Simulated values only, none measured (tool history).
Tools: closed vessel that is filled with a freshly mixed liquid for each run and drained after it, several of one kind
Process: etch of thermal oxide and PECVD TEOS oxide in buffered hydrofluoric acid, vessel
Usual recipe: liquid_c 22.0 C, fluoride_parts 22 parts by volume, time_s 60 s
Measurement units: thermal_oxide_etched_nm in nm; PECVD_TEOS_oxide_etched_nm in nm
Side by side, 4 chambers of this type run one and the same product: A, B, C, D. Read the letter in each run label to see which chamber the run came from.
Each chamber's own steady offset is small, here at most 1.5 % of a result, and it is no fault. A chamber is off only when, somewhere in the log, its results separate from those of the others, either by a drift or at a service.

run,hour,liquid_c,fluoride_parts,time_s,hours since the thermometer was replaced,hours since the hydrofluoric acid flow meter was replaced,"read-back film thickness of the thermal oxide reference wafer, read on the same gauge (nm)","read-back film thickness of the PECVD TEOS oxide reference wafer, read on the same gauge (nm)",thermal_oxide_etched_nm,PECVD_TEOS_oxide_etched_nm
1C,10.8,22.0,22,60,2241.5,565.3,30.001,39.986,27.554,56.045
2D,20.6,22.0,22,60,487.6,1079.7,30.014,40.043,27.988,57.169
3B,29.7,22.0,22,60,1239.5,149.1,30.011,39.943,27.903,57.151
4A,37.0,22.0,22,60,1752.2,184.5,30.016,39.990,27.951,55.682
5A,43.8,22.0,22,60,1759.0,191.3,30.002,39.954,27.939,56.333
6B,48.7,22.0,22,60,1258.5,168.1,30.007,39.999,28.157,58.364
7D,54.3,22.0,22,60,521.3,1113.4,29.995,40.001,28.341,57.287
8C,59.8,26.5,22,60,2290.5,614.3,30.003,40.011,35.667,73.370
9C,71.0,26.5,22,60,2301.7,625.5,29.978,40.031,35.750,72.695
10A,75.9,26.5,22,60,1791.1,223.4,30.003,39.988,36.008,72.204
11B,86.4,26.5,22,60,1296.2,205.8,29.995,39.990,35.488,72.887
12D,91.5,22.0,22,60,558.5,1150.6,29.983,39.928,28.285,56.886
13B,101.4,25.0,22,30,1311.2,220.8,29.998,39.977,16.489,33.379
14A,107.2,25.0,22,30,1822.4,254.7,29.993,40.011,16.852,33.325
15C,114.3,25.0,22,30,2345.0,668.8,30.007,40.000,16.433,33.361
16D,122.1,25.0,22,30,589.1,1181.2,29.983,39.989,16.613,33.883
17C,127.1,25.5,22,75,2357.8,681.6,30.008,40.013,42.418,86.846
18B,138.3,25.5,22,75,1348.1,257.7,30.000,40.031,42.848,88.344
19A,147.8,25.5,22,75,1863.0,295.3,30.022,40.038,41.766,85.141
20D,153.2,25.5,22,75,620.2,1212.3,30.012,40.053,42.595,85.476
21B,161.9,22.0,22,60,1371.7,281.3,29.980,40.020,28.165,57.437
22C,173.0,20.0,22,70,2403.7,727.5,29.984,39.995,29.128,58.706
23A,182.3,20.0,22,70,1897.5,329.8,29.992,39.972,29.277,58.366
24D,193.1,20.0,22,70,660.1,1252.2,30.037,40.001,29.276,57.954
25D,203.5,20.0,22,70,670.5,1262.6,29.973,40.069,29.237,58.383
# hour 207.3: chamber A: thermometer replaced
26B,208.7,22.0,22,60,1418.5,328.1,29.999,40.011,28.114,57.414
27A,216.2,25.0,22,95,9.0,363.7,30.030,39.969,52.226,103.540
28C,226.9,25.0,22,95,2457.6,781.4,29.998,40.034,51.913,106.760
29B,233.2,25.0,22,95,1443.0,352.6,30.021,39.961,51.860,105.660
30C,241.1,25.0,22,95,2471.8,795.6,30.025,39.975,52.044,104.530
31D,247.1,22.0,22,60,714.1,1306.2,30.020,40.001,27.751,56.435
32A,255.0,22.0,22,60,47.8,402.5,30.037,40.004,28.560,56.439
33C,260.7,22.0,22,60,2491.4,815.2,30.017,40.026,28.000,56.449
34B,267.1,22.0,28,45,1476.9,386.5,29.996,40.016,17.831,36.444
35A,272.5,22.0,28,45,65.3,420.0,30.008,40.049,17.989,35.405
36D,281.9,22.0,28,45,748.9,1341.0,29.989,40.007,17.779,36.375
37B,292.3,22.0,28,45,1502.1,411.7,29.990,39.961,17.658,35.927
38D,302.6,22.0,22,60,769.6,1361.7,30.015,39.994,28.439,56.055
39A,313.7,22.0,22,60,106.5,461.2,30.005,39.956,27.901,56.914

All 4 chambers run these settings next. Forecast each chamber's results:
40A,321.8,22.0,22,60,,,,,?,?
40B,321.8,22.0,22,60,,,,,?,?
40C,321.8,22.0,22,60,,,,,?,?
40D,321.8,22.0,22,60,,,,,?,?

run,thermal_oxide_etched_nm,PECVD_TEOS_oxide_etched_nm
40A,27.852,56.393
40B,28.486,57.437
40C,27.441,57.032
40D,28.572,56.158

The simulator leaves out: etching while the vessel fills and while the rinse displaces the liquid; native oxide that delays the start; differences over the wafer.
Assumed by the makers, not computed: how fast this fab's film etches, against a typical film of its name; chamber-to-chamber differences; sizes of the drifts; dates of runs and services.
